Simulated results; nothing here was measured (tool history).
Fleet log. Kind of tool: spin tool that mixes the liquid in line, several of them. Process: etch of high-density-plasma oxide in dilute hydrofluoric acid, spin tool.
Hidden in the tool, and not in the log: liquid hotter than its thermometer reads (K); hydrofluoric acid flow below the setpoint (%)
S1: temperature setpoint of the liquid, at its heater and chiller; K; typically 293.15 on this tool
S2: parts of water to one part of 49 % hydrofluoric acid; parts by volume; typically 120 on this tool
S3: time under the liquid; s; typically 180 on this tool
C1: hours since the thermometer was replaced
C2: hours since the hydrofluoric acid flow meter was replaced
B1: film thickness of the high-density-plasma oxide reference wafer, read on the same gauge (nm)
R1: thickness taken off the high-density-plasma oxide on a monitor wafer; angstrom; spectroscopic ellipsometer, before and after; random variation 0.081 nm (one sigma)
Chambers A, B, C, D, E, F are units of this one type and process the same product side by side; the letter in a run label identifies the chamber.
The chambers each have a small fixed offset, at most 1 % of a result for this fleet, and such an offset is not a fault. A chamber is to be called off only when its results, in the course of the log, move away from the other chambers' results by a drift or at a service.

{"run": "1A", "hour": 6.6, "S1": 293.15, "S2": 120, "S3": 180, "C1": 1952.1, "C2": 750.5, "B1": 39.984, "R1": 81.834}
{"run": "2F", "hour": 11.9, "S1": 293.15, "S2": 120, "S3": 180, "C1": 25.4, "C2": 411.6, "B1": 40.041, "R1": 82.373}
{"run": "3B", "hour": 19.5, "S1": 293.15, "S2": 120, "S3": 180, "C1": 160.7, "C2": 811.1, "B1": 39.994, "R1": 82.148}
{"run": "4C", "hour": 28.1, "S1": 293.15, "S2": 120, "S3": 180, "C1": 1094.4, "C2": 1368.9, "B1": 40.001, "R1": 81.276}
{"run": "5D", "hour": 36.2, "S1": 291.15, "S2": 120, "S3": 180, "C1": 715.6, "C2": 1651.1, "B1": 40.011, "R1": 75.688}
{"run": "6E", "hour": 44.9, "S1": 291.15, "S2": 120, "S3": 180, "C1": 991.1, "C2": 348.9, "B1": 39.992, "R1": 77.805}
{"run": "7C", "hour": 53.2, "S1": 291.15, "S2": 120, "S3": 180, "C1": 1119.5, "C2": 1394, "B1": 40.008, "R1": 75.219}
{"run": "8F", "hour": 59.9, "S1": 291.15, "S2": 120, "S3": 180, "C1": 73.4, "C2": 459.6, "B1": 40.01, "R1": 77.309}
{"run": "9E", "hour": 69.7, "S1": 291.15, "S2": 120, "S3": 180, "C1": 1015.9, "C2": 373.7, "B1": 39.981, "R1": 76.198}
{"run": "10D", "hour": 74.9, "S1": 291.15, "S2": 120, "S3": 180, "C1": 754.3, "C2": 1689.8, "B1": 39.997, "R1": 78.565}
{"run": "11A", "hour": 79.9, "S1": 293.15, "S2": 120, "S3": 180, "C1": 2025.4, "C2": 823.8, "B1": 40.021, "R1": 81.383}
{"run": "12B", "hour": 87.1, "S1": 293.15, "S2": 120, "S3": 180, "C1": 228.3, "C2": 878.7, "B1": 40.01, "R1": 83.121}
{"hour": 87.2, "done": "chamber A: thermometer replaced"}
{"run": "13D", "hour": 97.4, "S1": 293.15, "S2": 120, "S3": 180, "C1": 776.8, "C2": 1712.3, "B1": 40.019, "R1": 82.783}
{"run": "14F", "hour": 103.5, "S1": 293.15, "S2": 120, "S3": 180, "C1": 117, "C2": 503.2, "B1": 40.031, "R1": 82.569}
{"run": "15B", "hour": 108.6, "S1": 293.15, "S2": 120, "S3": 180, "C1": 249.8, "C2": 900.2, "B1": 40.014, "R1": 82.734}
{"run": "16E", "hour": 116.2, "S1": 293.15, "S2": 120, "S3": 180, "C1": 1062.4, "C2": 420.2, "B1": 40.035, "R1": 85.093}
{"run": "17C", "hour": 125.3, "S1": 293.15, "S2": 120, "S3": 180, "C1": 1191.6, "C2": 1466.1, "B1": 40.031, "R1": 80.737}
{"run": "18A", "hour": 133.8, "S1": 293.15, "S2": 120, "S3": 180, "C1": 46.7, "C2": 877.7, "B1": 40.047, "R1": 82.665}
{"run": "19F", "hour": 143.9, "S1": 293.15, "S2": 120, "S3": 180, "C1": 157.4, "C2": 543.6, "B1": 40.015, "R1": 83.593}
{"run": "20E", "hour": 148.8, "S1": 293.15, "S2": 120, "S3": 180, "C1": 1095, "C2": 452.8, "B1": 39.975, "R1": 83.377}
{"run": "21B", "hour": 154.3, "S1": 293.15, "S2": 120, "S3": 180, "C1": 295.5, "C2": 945.9, "B1": 39.977, "R1": 81.398}
{"run": "22C", "hour": 162.8, "S1": 293.15, "S2": 175, "S3": 275, "C1": 1229.1, "C2": 1503.6, "B1": 40.028, "R1": 80.319}
{"run": "23D", "hour": 168.1, "S1": 293.15, "S2": 175, "S3": 275, "C1": 847.5, "C2": 1783, "B1": 40.004, "R1": 82.331}
{"run": "24A", "hour": 178.8, "S1": 293.15, "S2": 175, "S3": 275, "C1": 91.7, "C2": 922.7, "B1": 39.983, "R1": 82.678}
{"run": "25E", "hour": 188.1, "S1": 293.15, "S2": 175, "S3": 275, "C1": 1134.3, "C2": 492.1, "B1": 40.011, "R1": 83.137}
{"run": "26B", "hour": 194.3, "S1": 293.15, "S2": 175, "S3": 275, "C1": 335.5, "C2": 985.9, "B1": 39.992, "R1": 80.1}
{"run": "27D", "hour": 199.5, "S1": 293.15, "S2": 175, "S3": 275, "C1": 878.9, "C2": 1814.4, "B1": 39.995, "R1": 83.443}
{"run": "28C", "hour": 208.3, "S1": 293.15, "S2": 120, "S3": 180, "C1": 1274.6, "C2": 1549.1, "B1": 39.98, "R1": 83.945}
{"run": "29F", "hour": 217.0, "S1": 293.15, "S2": 120, "S3": 180, "C1": 230.5, "C2": 616.7, "B1": 40.017, "R1": 82.033}
{"run": "30A", "hour": 224.4, "S1": 293.15, "S2": 120, "S3": 180, "C1": 137.3, "C2": 968.3, "B1": 39.984, "R1": 82.338}
{"run": "31E", "hour": 232.0, "S1": 293.15, "S2": 120, "S3": 180, "C1": 1178.2, "C2": 536, "B1": 40.005, "R1": 83.068}
{"run": "32B", "hour": 241.8, "S1": 291.15, "S2": 120, "S3": 180, "C1": 383, "C2": 1033.4, "B1": 40.011, "R1": 71.346}
{"run": "33D", "hour": 250.7, "S1": 291.15, "S2": 120, "S3": 180, "C1": 930.1, "C2": 1865.6, "B1": 40.023, "R1": 78.468}
{"run": "34C", "hour": 259.5, "S1": 291.15, "S2": 120, "S3": 180, "C1": 1325.8, "C2": 1600.3, "B1": 39.972, "R1": 76.108}
{"run": "35F", "hour": 265.7, "S1": 291.15, "S2": 120, "S3": 180, "C1": 279.2, "C2": 665.4, "B1": 39.988, "R1": 76.735}
{"run": "36A", "hour": 276.6, "S1": 291.15, "S2": 120, "S3": 180, "C1": 189.5, "C2": 1020.5, "B1": 40.023, "R1": 74.423}
{"run": "37C", "hour": 284.3, "S1": 291.15, "S2": 120, "S3": 180, "C1": 1350.6, "C2": 1625.1, "B1": 40.038, "R1": 75.554}
{"run": "38D", "hour": 289.3, "S1": 293.15, "S2": 120, "S3": 180, "C1": 968.7, "C2": 1904.2, "B1": 39.992, "R1": 82.21}
{"run": "39F", "hour": 296.0, "S1": 293.15, "S2": 120, "S3": 180, "C1": 309.5, "C2": 695.7, "B1": 39.994, "R1": 82.818}
{"run": "40E", "hour": 306.8, "S1": 293.15, "S2": 100, "S3": 95, "C1": 1253, "C2": 610.8, "B1": 39.994, "R1": 54.175}
{"run": "41B", "hour": 315.0, "S1": 293.15, "S2": 100, "S3": 95, "C1": 456.2, "C2": 1106.6, "B1": 39.98, "R1": 49.715}

Decide between three cases: one chamber stands off from its peers, the gauge reading all wafers drifts, or nothing is wrong past each chamber's small offset. Where a chamber is off, say which and what most likely put it there.

It is chamber B that slowly wanders off from its peers.
Cause: hydrofluoric acid flow below the setpoint (%) = 6.02.
From this log alone, it may not be told apart from: liquid colder than its thermometer reads (K).

Chamber B could run next with any of the 4 candidate recipes listed below; each alters the usual settings, and their results appear as question marks. Which one brings its results back in line with what the other chambers deliver on the usual settings?
Counts as in line when no further than this from what the other chambers average on the usual settings: R1 2.8 angstrom
{"run": "42B-1", "hour": 323.0, "S1": 293.65, "S2": 120, "S3": 200, "R1": "?"}
{"run": "42B-2", "hour": 323.0, "S1": 295.15, "S2": 120, "S3": 180, "R1": "?"}
{"run": "42B-3", "hour": 323.0, "S1": 293.15, "S2": 125, "S3": 175, "R1": "?"}
{"run": "42B-4", "hour": 323.0, "S1": 293.15, "S2": 125, "S3": 165, "R1": "?"}

Usual-settings mean across the other chambers: R1 83.066 angstrom
run=42B-1 R1=87.841
run=42B-2 R1=83.897
run=42B-3 R1=71.956
run=42B-4 R1=67.844
With 42B-2, the chamber falls back in line with the rest.

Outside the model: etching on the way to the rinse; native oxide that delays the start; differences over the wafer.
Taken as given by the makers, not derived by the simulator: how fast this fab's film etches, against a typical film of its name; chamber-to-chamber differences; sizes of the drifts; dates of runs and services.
